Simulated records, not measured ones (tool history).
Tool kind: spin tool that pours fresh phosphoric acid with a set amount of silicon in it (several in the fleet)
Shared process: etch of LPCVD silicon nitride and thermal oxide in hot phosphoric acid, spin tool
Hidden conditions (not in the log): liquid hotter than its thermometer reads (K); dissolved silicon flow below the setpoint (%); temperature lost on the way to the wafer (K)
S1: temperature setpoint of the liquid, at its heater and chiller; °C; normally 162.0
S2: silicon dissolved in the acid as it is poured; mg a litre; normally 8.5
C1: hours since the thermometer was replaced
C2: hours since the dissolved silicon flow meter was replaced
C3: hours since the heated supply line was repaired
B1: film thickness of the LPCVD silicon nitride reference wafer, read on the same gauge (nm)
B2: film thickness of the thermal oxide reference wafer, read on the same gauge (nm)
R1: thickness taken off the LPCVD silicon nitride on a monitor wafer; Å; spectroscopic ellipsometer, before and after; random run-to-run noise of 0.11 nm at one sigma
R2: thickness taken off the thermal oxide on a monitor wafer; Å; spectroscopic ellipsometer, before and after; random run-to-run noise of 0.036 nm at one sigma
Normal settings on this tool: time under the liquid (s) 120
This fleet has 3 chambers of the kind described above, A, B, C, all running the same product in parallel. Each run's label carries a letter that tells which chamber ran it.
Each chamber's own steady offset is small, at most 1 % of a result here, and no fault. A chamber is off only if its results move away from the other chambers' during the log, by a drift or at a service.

run 1A hour=8.8 | S1=162.0 S2=8.5 time_under_the_liquid_(s)=120 | C1=413.2 C2=1721.0 C3=707.0 | B1=79.988 B2=89.983 | R1=111.630 R2=2.6412
-- hour=17.3 chamber A: dissolved silicon flow meter replaced
run 2B hour=18.8 | S1=162.0 S2=8.5 time_under_the_liquid_(s)=120 | C1=1143.9 C2=61.7 C3=1333.6 | B1=79.989 B2=89.998 | R1=113.030 R2=3.2718
run 3C hour=30.6 | S1=162.0 S2=8.5 time_under_the_liquid_(s)=120 | C1=598.1 C2=40.4 C3=1240.7 | B1=79.979 B2=90.031 | R1=112.120 R2=3.1880
run 4A hour=41.6 | S1=162.0 S2=8.5 time_under_the_liquid_(s)=120 | C1=446.0 C2=24.3 C3=739.8 | B1=80.027 B2=90.005 | R1=112.370 R2=3.3858
run 5B hour=52.7 | S1=162.0 S2=8.5 time_under_the_liquid_(s)=120 | C1=1177.8 C2=95.6 C3=1367.5 | B1=80.008 B2=89.995 | R1=110.070 R2=2.2797
run 6C hour=59.8 | S1=160.5 S2=8.5 time_under_the_liquid_(s)=120 | C1=627.3 C2=69.6 C3=1269.9 | B1=80.007 B2=90.010 | R1=106.810 R2=2.7432
run 7A hour=75.0 | S1=160.5 S2=8.5 time_under_the_liquid_(s)=120 | C1=479.4 C2=57.7 C3=773.2 | B1=80.026 B2=90.001 | R1=104.460 R2=2.5272
run 8C hour=85.1 | S1=160.5 S2=8.5 time_under_the_liquid_(s)=120 | C1=652.6 C2=94.9 C3=1295.2 | B1=79.981 B2=89.988 | R1=104.660 R2=3.1415
run 9B hour=92.9 | S1=162.0 S2=8.5 time_under_the_liquid_(s)=120 | C1=1218.0 C2=135.8 C3=1407.7 | B1=80.001 B2=89.970 | R1=110.850 R2=3.3180
run 10B hour=105.8 | S1=162.0 S2=8.5 time_under_the_liquid_(s)=185 | C1=1230.9 C2=148.7 C3=1420.6 | B1=79.959 B2=90.003 | R1=173.240 R2=4.4173
run 11C hour=113.6 | S1=162.0 S2=8.5 time_under_the_liquid_(s)=185 | C1=681.1 C2=123.4 C3=1323.7 | B1=80.007 B2=89.994 | R1=171.850 R2=5.1544
run 12A hour=125.0 | S1=162.0 S2=8.5 time_under_the_liquid_(s)=185 | C1=529.4 C2=107.7 C3=823.2 | B1=80.037 B2=89.988 | R1=168.350 R2=4.8564
run 13A hour=134.6 | S1=162.0 S2=13.0 time_under_the_liquid_(s)=120 | C1=539.0 C2=117.3 C3=832.8 | B1=80.014 B2=90.007 | R1=111.370 R2=3.6729
run 14B hour=148.6 | S1=162.0 S2=13.0 time_under_the_liquid_(s)=120 | C1=1273.7 C2=191.5 C3=1463.4 | B1=79.964 B2=89.979 | R1=109.670 R2=2.6463
run 15C hour=163.6 | S1=162.0 S2=13.0 time_under_the_liquid_(s)=120 | C1=731.1 C2=173.4 C3=1373.7 | B1=80.012 B2=89.996 | R1=111.410 R2=1.9730
run 16A hour=174.8 | S1=162.0 S2=8.5 time_under_the_liquid_(s)=120 | C1=579.2 C2=157.5 C3=873.0 | B1=79.987 B2=90.011 | R1=110.090 R2=2.8964
run 17C hour=186.4 | S1=162.0 S2=8.5 time_under_the_liquid_(s)=120 | C1=753.9 C2=196.2 C3=1396.5 | B1=80.018 B2=90.011 | R1=110.400 R2=2.8606
run 18B hour=196.1 | S1=162.0 S2=8.5 time_under_the_liquid_(s)=120 | C1=1321.2 C2=239.0 C3=1510.9 | B1=79.988 B2=89.989 | R1=110.870 R2=2.9946
run 19B hour=206.6 | S1=162.0 S2=8.5 time_under_the_liquid_(s)=120 | C1=1331.7 C2=249.5 C3=1521.4 | B1=80.017 B2=90.006 | R1=113.030 R2=2.7778
run 20A hour=221.1 | S1=162.0 S2=8.5 time_under_the_liquid_(s)=120 | C1=625.5 C2=203.8 C3=919.3 | B1=79.965 B2=90.019 | R1=110.870 R2=3.4493
run 21C hour=231.0 | S1=162.0 S2=8.5 time_under_the_liquid_(s)=120 | C1=798.5 C2=240.8 C3=1441.1 | B1=79.988 B2=90.005 | R1=106.740 R2=3.1465
run 22B hour=244.2 | S1=162.0 S2=8.5 time_under_the_liquid_(s)=120 | C1=1369.3 C2=287.1 C3=1559.0 | B1=79.971 B2=89.987 | R1=113.710 R2=3.2548
-- hour=248.7 chamber A: heated supply line repaired
run 23A hour=259.1 | S1=162.0 S2=8.5 time_under_the_liquid_(s)=120 | C1=663.5 C2=241.8 C3=10.4 | B1=80.067 B2=89.985 | R1=111.790 R2=2.9844
run 24C hour=273.6 | S1=162.0 S2=8.5 time_under_the_liquid_(s)=120 | C1=841.1 C2=283.4 C3=1483.7 | B1=80.003 B2=90.017 | R1=106.990 R2=2.5296
run 25A hour=281.3 | S1=164.0 S2=2.0 time_under_the_liquid_(s)=120 | C1=685.7 C2=264.0 C3=32.6 | B1=79.944 B2=90.001 | R1=118.160 R2=3.9069
run 26C hour=288.6 | S1=164.0 S2=2.0 time_under_the_liquid_(s)=120 | C1=856.1 C2=298.4 C3=1498.7 | B1=80.007 B2=89.978 | R1=111.680 R2=3.8515
run 27B hour=301.1 | S1=164.0 S2=2.0 time_under_the_liquid_(s)=120 | C1=1426.2 C2=344.0 C3=1615.9 | B1=80.001 B2=90.006 | R1=119.160 R2=3.9087
-- hour=302.8 chamber A: thermometer replaced
run 28B hour=315.2 | S1=162.0 S2=8.5 time_under_the_liquid_(s)=120 | C1=1440.3 C2=358.1 C3=1630.0 | B1=79.997 B2=89.987 | R1=111.980 R2=3.2041
run 29C hour=323.0 | S1=162.0 S2=1.5 time_under_the_liquid_(s)=70 | C1=890.5 C2=332.8 C3=1533.1 | B1=79.956 B2=90.006 | R1=60.542 R2=1.7513
run 30A hour=330.9 | S1=162.0 S2=1.5 time_under_the_liquid_(s)=70 | C1=28.2 C2=313.6 C3=82.2 | B1=79.950 B2=89.998 | R1=64.899 R2=2.1212
run 31A hour=341.8 | S1=162.0 S2=1.5 time_under_the_liquid_(s)=70 | C1=39.1 C2=324.5 C3=93.1 | B1=79.981 B2=89.998 | R1=65.194 R2=2.1947
run 32B hour=356.2 | S1=162.0 S2=8.5 time_under_the_liquid_(s)=120 | C1=1481.3 C2=399.1 C3=1671.0 | B1=80.007 B2=89.983 | R1=110.900 R2=3.2758
run 33C hour=364.7 | S1=159.0 S2=8.5 time_under_the_liquid_(s)=120 | C1=932.2 C2=374.5 C3=1574.8 | B1=79.984 B2=89.992 | R1=91.346 R2=1.9173
run 34C hour=376.1 | S1=159.0 S2=8.5 time_under_the_liquid_(s)=120 | C1=943.6 C2=385.9 C3=1586.2 | B1=80.023 B2=89.986 | R1=90.231 R2=1.7956
run 35B hour=386.3 | S1=159.0 S2=8.5 time_under_the_liquid_(s)=120 | C1=1511.4 C2=429.2 C3=1701.1 | B1=80.020 B2=89.985 | R1=98.987 R2=2.0599
run 36A hour=398.6 | S1=162.0 S2=8.5 time_under_the_liquid_(s)=120 | C1=95.9 C2=381.3 C3=149.9 | B1=80.034 B2=90.019 | R1=112.230 R2=3.5299
run 37B hour=413.3 | S1=162.0 S2=8.5 time_under_the_liquid_(s)=120 | C1=1538.4 C2=456.2 C3=1728.1 | B1=79.966 B2=90.006 | R1=112.700 R2=3.3665
run 38A hour=423.6 | S1=162.0 S2=3.5 time_under_the_liquid_(s)=120 | C1=120.9 C2=406.3 C3=174.9 | B1=79.989 B2=89.987 | R1=111.100 R2=3.2102
run 39C hour=434.6 | S1=162.0 S2=3.5 time_under_the_liquid_(s)=120 | C1=1002.1 C2=444.4 C3=1644.7 | B1=79.996 B2=90.001 | R1=98.029 R2=2.6593

Predict what each chamber gives when all 3 of them run the settings below next.
run 40A hour=445.7 | S1=162.0 S2=8.5 time_under_the_liquid_(s)=120 | R1=? R2=?
run 40B hour=445.7 | S1=162.0 S2=8.5 time_under_the_liquid_(s)=120 | R1=? R2=?
run 40C hour=445.7 | S1=162.0 S2=8.5 time_under_the_liquid_(s)=120 | R1=? R2=?

run=40A R1=112.940 R2=2.5906
run=40B R1=112.540 R2=2.8255
run=40C R1=97.888 R2=1.5813
